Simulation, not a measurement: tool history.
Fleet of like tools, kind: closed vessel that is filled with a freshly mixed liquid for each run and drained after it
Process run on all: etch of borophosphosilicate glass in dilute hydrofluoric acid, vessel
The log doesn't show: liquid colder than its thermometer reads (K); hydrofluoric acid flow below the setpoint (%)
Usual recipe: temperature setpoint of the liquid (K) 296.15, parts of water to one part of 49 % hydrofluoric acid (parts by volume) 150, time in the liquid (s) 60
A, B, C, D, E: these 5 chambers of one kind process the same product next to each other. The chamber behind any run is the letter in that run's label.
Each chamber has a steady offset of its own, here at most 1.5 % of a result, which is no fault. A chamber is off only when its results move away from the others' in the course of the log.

run   hour  temperature setpoint of the liquid (K)  parts of water to one part of 49 % hydrofluoric acid (parts by volume)  time in the liquid (s)  hours since the thermometer was replaced  hours since the hydrofluoric acid flow meter was replaced  read-back film thickness of the borophosphosilicate glass reference wafer, read on the same gauge (nm)  thickness taken off the borophosphosilicate glass on a monitor wafer (Å)
 1A    4.4                                  296.15                                                                     150                      60                                    1188.6                                                      608.3                                                                                                  120.02                                                                    155.02
       6.1  -- chamber A: thermometer replaced
 2C    8.8                                  296.15                                                                     150                      60                                     460.5                                                      489.7                                                                                                     120                                                                    154.92
 3B   14.9                                  296.15                                                                     150                      60                                    1014.1                                                        956                                                                                                  120.02                                                                    154.49
 4D   20.3                                  296.15                                                                     150                      60                                     649.5                                                        672                                                                                                  119.99                                                                    156.06
 5E   27.2                                  296.15                                                                     150                      60                                     780.4                                                     1094.8                                                                                                     120                                                                    156.44
 6D   33.5                                  296.15                                                                     150                      60                                     662.7                                                      685.2                                                                                                  120.01                                                                    156.11
 7C   39.2                                  292.15                                                                     150                      75                                     490.9                                                      520.1                                                                                                  120.01                                                                    162.22
 8B   42.4                                  292.15                                                                     150                      75                                    1041.6                                                      983.5                                                                                                  120.01                                                                    165.83
 9E     48                                  292.15                                                                     150                      75                                     801.2                                                     1115.6                                                                                                     120                                                                    167.72
10A   54.2                                  292.15                                                                     150                      75                                      48.2                                                      658.1                                                                                                     120                                                                     167.1
11D   61.3                                  292.15                                                                     150                      75                                     690.5                                                        713                                                                                                  119.99                                                                     165.7
12B   65.2                                  296.15                                                                      90                      30                                    1064.4                                                     1006.3                                                                                                     120                                                                    136.74
13A   68.4                                  296.15                                                                      90                      30                                      62.4                                                      672.3                                                                                                     120                                                                    139.16
14E   75.8                                  296.15                                                                      90                      30                                       829                                                     1143.4                                                                                                  120.01                                                                    139.79
15C   80.4                                  296.15                                                                      90                      30                                     532.1                                                      561.3                                                                                                     120                                                                    137.44
16E   87.1                                  296.15                                                                      90                      30                                     840.3                                                     1154.7                                                                                                     120                                                                    137.67
17B     93                                  296.15                                                                     150                      60                                    1092.2                                                     1034.1                                                                                                     120                                                                    149.78
18A  100.2                                  296.15                                                                     150                      60                                      94.2                                                      704.1                                                                                                     120                                                                    158.12
19C  105.1                                  293.15                                                                     150                      60                                     556.8                                                        586                                                                                                     120                                                                    138.85
     105.2  -- chamber C: thermometer replaced
20D  109.7                                  293.15                                                                     150                      60                                     738.9                                                      761.4                                                                                                  120.01                                                                    139.54
     113.5  -- chamber D: hydrofluoric acid flow meter replaced
21A  116.3                                  293.15                                                                     150                      60                                     110.3                                                      720.2                                                                                                     120                                                                    140.66
22B  119.5                                  293.15                                                                     150                      60                                    1118.7                                                     1060.6                                                                                                  119.99                                                                    130.03
23E    123                                  293.15                                                                     150                      60                                     876.2                                                     1190.6                                                                                                  119.99                                                                    139.26
24C  129.1                                  296.15                                                                     150                      60                                      23.9                                                        610                                                                                                  120.02                                                                    155.83
25D  134.2                                  296.15                                                                     150                      60                                     763.4                                                       20.8                                                                                                  119.99                                                                     159.8
26E  138.6                                  296.15                                                                     150                      60                                     891.8                                                     1206.2                                                                                                     120                                                                    155.85
27C  144.4                                  296.15                                                                     150                      60                                      39.2                                                      625.3                                                                                                  119.99                                                                    153.66
28D  150.1                                  296.15                                                                     150                      95                                     779.3                                                       36.7                                                                                                  119.98                                                                    249.16
29A    156                                  296.15                                                                     150                      95                                       150                                                      759.9                                                                                                  120.02                                                                    245.14
30B  162.1                                  296.15                                                                     150                      95                                    1161.3                                                     1103.2                                                                                                  120.01                                                                    226.42
31A  167.3                                  296.15                                                                     150                      95                                     161.3                                                      771.2                                                                                                  120.02                                                                    246.97
32B  172.8                                  296.15                                                                     150                      95                                      1172                                                     1113.9                                                                                                     120                                                                    223.85
33C  177.2                                  296.15                                                                     150                      60                                        72                                                      658.1                                                                                                  120.01                                                                    155.04
34E  184.1                                  296.15                                                                     150                      60                                     937.3                                                     1251.7                                                                                                  120.01                                                                    152.96
35D  190.4                                  296.15                                                                     150                      60                                     819.6                                                         77                                                                                                     120                                                                    155.02

One chamber off, gauge drift, or nothing amiss beyond the chambers' own small offsets? If it is a chamber, which one, and what is the likeliest cause?

One chamber, B, drifts off from the rest bit by bit.
What lies behind it: hydrofluoric acid flow below the setpoint (%) = 8.85.
The log may not separate it from: liquid colder than its thermometer reads (K).

Here are 4 candidates for chamber B's next run, each the usual settings with a change, their results left as question marks. Which one brings its results back in line with what the others give on the usual settings?
In-line tolerance around the mean of the other chambers on the usual settings: thickness taken off the borophosphosilicate glass on a monitor wafer (Å) 4.8
36B-1  195.7                                  299.15                                                                     150                      60                                                                                                                                                                                                                                                                                      ?
36B-2  195.7                                  296.15                                                                     145                      60                                                                                                                                                                                                                                                                                      ?
36B-3  195.7                                  296.15                                                                     155                      55                                                                                                                                                                                                                                                                                      ?
36B-4  195.7                                  296.15                                                                     155                      60                                                                                                                                                                                                                                                                                      ?

Usual-settings mean across the other chambers: thickness taken off the borophosphosilicate glass on a monitor wafer (Å) 156.27
  run  thickness taken off the borophosphosilicate glass on a monitor wafer (Å)
36B-1                                                                    154.81
36B-2                                                                    144.03
36B-3                                                                    121.99
36B-4                                                                    133.08
With 36B-1, the chamber falls back in line with the rest.
